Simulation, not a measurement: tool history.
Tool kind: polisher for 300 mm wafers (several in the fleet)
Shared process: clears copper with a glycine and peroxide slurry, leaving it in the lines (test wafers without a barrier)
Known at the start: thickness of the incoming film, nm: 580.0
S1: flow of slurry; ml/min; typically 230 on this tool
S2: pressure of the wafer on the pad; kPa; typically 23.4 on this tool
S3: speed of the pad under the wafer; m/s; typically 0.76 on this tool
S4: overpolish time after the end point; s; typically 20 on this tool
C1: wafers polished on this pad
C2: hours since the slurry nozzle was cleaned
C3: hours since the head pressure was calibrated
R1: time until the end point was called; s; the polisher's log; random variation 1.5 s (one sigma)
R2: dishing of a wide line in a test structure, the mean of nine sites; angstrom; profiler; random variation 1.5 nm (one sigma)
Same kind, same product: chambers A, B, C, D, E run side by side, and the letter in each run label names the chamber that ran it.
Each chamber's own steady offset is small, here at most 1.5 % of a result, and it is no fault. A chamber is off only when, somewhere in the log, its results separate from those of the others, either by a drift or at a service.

run,hour,S1,S2,S3,S4,C1,C2,C3,R1,R2
1A,4.2,230,23.4,0.76,20,462,182.8,401.4,104.710,676.52
2B,6.7,230,23.4,0.76,20,350,12.9,448.3,106.060,672.48
3E,9.1,230,23.4,0.76,20,289,52.1,476.5,105.570,682.27
4D,13.5,230,23.4,0.76,20,1017,284.2,199.6,104.690,686.74
5C,16.5,230,23.4,0.76,20,333,30.6,146.0,105.240,699.48
# hour 17.2: chamber A: worn pad replaced by a new one
6D,18.9,230,23.4,0.76,20,1074,289.6,205.0,104.380,682.10
7C,21.4,230,23.4,0.76,20,385,35.5,150.9,103.140,666.22
8B,23.8,260,27.6,0.76,20,530,30.0,465.4,90.039,766.27
# hour 25.8: chamber D: worn pad replaced by a new one
9E,28.3,260,27.6,0.76,20,492,71.3,495.7,91.620,763.44
# hour 28.7: chamber C: worn pad replaced by a new one
# hour 28.9: chamber B: worn pad replaced by a new one
10A,30.5,260,27.6,0.76,20,140,209.1,427.7,88.210,744.49
11B,32.9,260,27.6,0.76,20,42,39.1,474.5,89.175,745.26
12E,35.6,260,27.6,0.76,20,569,78.6,503.0,92.572,783.64
13D,37.8,230,23.4,0.76,20,127,308.5,223.9,107.590,649.95
14C,40.5,230,23.4,0.76,20,124,54.6,170.0,107.050,674.62
15A,45.0,230,23.4,0.76,20,294,223.6,442.2,105.140,665.21
16A,48.7,230,23.4,0.76,20,333,227.3,445.9,104.680,678.16
17C,51.7,230,23.4,0.76,20,243,65.8,181.2,103.930,650.26
18B,55.8,230,23.4,0.76,20,284,62.0,497.4,105.410,669.81
19D,60.1,230,23.4,0.76,20,363,330.8,246.2,105.060,655.18
20E,63.6,230,23.4,0.76,20,865,106.6,531.0,103.590,662.13
21A,66.5,230,23.4,0.76,20,521,245.1,463.7,104.400,697.12
# hour 69.1: chamber A: worn pad replaced by a new one
# hour 70.1: chamber C: worn pad replaced by a new one
22E,70.5,230,23.4,0.76,20,938,113.5,537.9,103.080,667.96
23D,73.3,230,23.4,0.76,20,502,344.0,259.4,105.680,656.26
24C,76.1,230,23.4,0.76,20,64,90.2,205.6,105.280,690.53
25B,80.4,230,23.4,0.76,20,544,86.6,522.0,104.690,670.70
# hour 81.3: chamber B: worn pad replaced by a new one
26C,83.6,230,23.4,0.76,20,143,97.7,213.1,104.170,671.89
27A,86.0,230,23.4,0.76,20,179,264.6,483.2,103.860,684.03
# hour 87.1: chamber A: slurry nozzle cleaned
28B,89.8,230,23.4,0.76,20,89,96.0,531.4,104.400,678.46
29D,92.3,230,23.4,0.76,20,703,363.0,278.4,107.470,663.37
30E,95.4,230,23.4,0.76,20,1201,138.4,562.8,106.540,673.26
# hour 98.8: chamber E: worn pad replaced by a new one
31A,99.6,230,23.4,0.76,20,323,12.6,496.8,105.100,703.85
32E,102.0,230,23.4,0.76,20,34,145.0,569.4,102.500,681.29
33D,104.8,230,23.4,0.76,20,835,375.5,290.9,105.160,657.98
34B,108.5,230,23.4,0.76,20,287,114.7,550.1,103.860,688.77
35C,111.8,230,23.4,0.76,20,441,125.9,241.3,103.690,673.12
# hour 112.1: chamber C: worn pad replaced by a new one
36D,116.3,230,23.4,0.76,20,957,387.0,302.4,104.470,681.39
37E,118.6,230,23.4,0.76,20,209,161.6,586.0,105.670,672.26
38C,123.0,230,23.4,0.76,20,115,137.1,252.5,104.100,688.97
39B,127.3,230,23.4,0.76,20,486,133.5,568.9,105.320,673.39
40A,130.6,230,23.4,0.76,20,650,43.6,527.8,105.940,696.15
41E,133.3,230,23.4,0.76,20,365,176.3,600.7,104.730,668.92

All 5 chambers run these settings next. Forecast each chamber's results:
42A,136.7,230,23.4,0.76,20,,,,?,?
42B,136.7,230,23.4,0.76,20,,,,?,?
42C,136.7,230,23.4,0.76,20,,,,?,?
42D,136.7,230,23.4,0.76,20,,,,?,?
42E,136.7,230,23.4,0.76,20,,,,?,?

run,R1,R2
42A,103.160,675.66
42B,104.350,671.02
42C,104.960,697.38
42D,107.470,648.90
42E,104.370,680.48

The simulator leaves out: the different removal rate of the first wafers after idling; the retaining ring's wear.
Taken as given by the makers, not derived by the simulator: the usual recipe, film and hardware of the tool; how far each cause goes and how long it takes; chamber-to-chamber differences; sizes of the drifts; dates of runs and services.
